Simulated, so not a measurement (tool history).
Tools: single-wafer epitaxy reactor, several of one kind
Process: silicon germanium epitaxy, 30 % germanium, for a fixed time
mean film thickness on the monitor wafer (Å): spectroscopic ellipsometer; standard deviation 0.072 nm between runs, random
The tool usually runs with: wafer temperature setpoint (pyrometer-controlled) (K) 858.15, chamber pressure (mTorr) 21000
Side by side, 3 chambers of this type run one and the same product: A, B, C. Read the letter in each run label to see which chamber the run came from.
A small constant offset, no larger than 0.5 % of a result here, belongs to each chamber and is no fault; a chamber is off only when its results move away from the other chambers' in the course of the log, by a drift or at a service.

run   hour  wafer temperature setpoint (pyrometer-controlled) (K)  chamber pressure (mTorr)  read-back reference wafer on the same gauge, thickness_nm  mean film thickness on the monitor wafer (Å)
 1A    9.6                                                 858.15                     21000                                                     39.088                                        456.67
 2C   17.9                                                 858.15                     21000                                                     39.108                                        453.61
 3B   30.4                                                 858.15                     21000                                                     39.081                                        457.09
      39.1  -- chamber C: capacitance manometer re-zeroed and calibrated
 4C     45                                                 858.15                     21000                                                     39.078                                        454.64
 5B   59.6                                                 858.15                     21000                                                      39.07                                        455.16
 6A   68.5                                                 858.15                     21000                                                     39.065                                        457.52
 7A   80.5                                                 858.15                     21000                                                     39.056                                         456.5
 8B   87.3                                                 858.15                     21000                                                     39.053                                        455.65
 9C  101.1                                                 858.15                     21000                                                     39.026                                        452.65
10C  111.1                                                 858.15                     21000                                                     39.044                                         451.7
11B  118.8                                                 858.15                     24700                                                     39.036                                        488.17
12A    126                                                 858.15                     24700                                                     39.037                                         484.9
13B  136.3                                                 858.15                     24700                                                     39.027                                        486.11
14C  149.2                                                 858.15                     21000                                                     39.005                                         452.6
15A  160.5                                                 858.15                     21000                                                     39.023                                        455.72
16B  173.4                                                 858.15                     21000                                                     39.015                                        454.54
     175.9  -- chamber B: capacitance manometer re-zeroed and calibrated
17C  179.9                                                 858.15                     21000                                                     39.002                                        453.68
18A  187.2                                                 858.15                     16200                                                      39.01                                        411.02
19B  198.4                                                 858.15                     16200                                                     38.994                                        410.68
20A  207.3                                                 858.15                     16200                                                     38.983                                         411.7
21C  221.9                                                 858.15                     23900                                                     38.996                                        475.18
22C  234.3                                                 858.15                     23900                                                     38.964                                        475.58
23B  244.1                                                 858.15                     23900                                                     38.963                                        480.75
24A  250.9                                                 858.15                     25100                                                     38.957                                        488.97
25A  264.6                                                 858.15                     25100                                                     38.958                                        488.17
26B  277.5                                                 858.15                     25100                                                     38.955                                        487.63
27C  284.2                                                 858.15                     21000                                                     38.946                                        452.09
28A  294.8                                                 858.15                     21000                                                      38.94                                        454.61
29B  304.6                                                 846.15                     21000                                                     38.956                                        360.27
30C  312.3                                                 846.15                     21000                                                     38.931                                        357.65
31A  322.1                                                 846.15                     21000                                                     38.925                                         362.7
32B  336.4                                                 846.15                     17800                                                     38.911                                        337.38
33C  347.4                                                 846.15                     17800                                                     38.918                                        334.68
34C  357.8                                                 846.15                     17800                                                     38.915                                        335.83
35A  369.8                                                 858.15                     21000                                                     38.906                                           454
36B  377.2                                                 858.15                     21000                                                     38.893                                        454.11
37B    391                                                 858.15                     21000                                                     38.891                                        454.95
38C    403                                                 858.15                     21000                                                     38.885                                        451.66
39A    417                                                 858.15                     21000                                                     38.887                                        455.56
40B  423.4                                                 858.15                     21000                                                     38.888                                         454.9
41A    432                                                 858.15                     21000                                                     38.867                                        453.48
42C  446.4                                                 858.15                     21000                                                     38.875                                        451.01
43C  455.9                                                 858.15                     21000                                                     38.855                                        451.47

Has any chamber moved away from the others, gradually or after a service, or does the common gauge drift, or do the chambers differ only by their own small steady offsets? State the chamber and the most likely cause if one applies.

The gauge drifts, so all chambers seem to drift together. No chamber is off.
Cause: gauge reads low (%) = 0.644.

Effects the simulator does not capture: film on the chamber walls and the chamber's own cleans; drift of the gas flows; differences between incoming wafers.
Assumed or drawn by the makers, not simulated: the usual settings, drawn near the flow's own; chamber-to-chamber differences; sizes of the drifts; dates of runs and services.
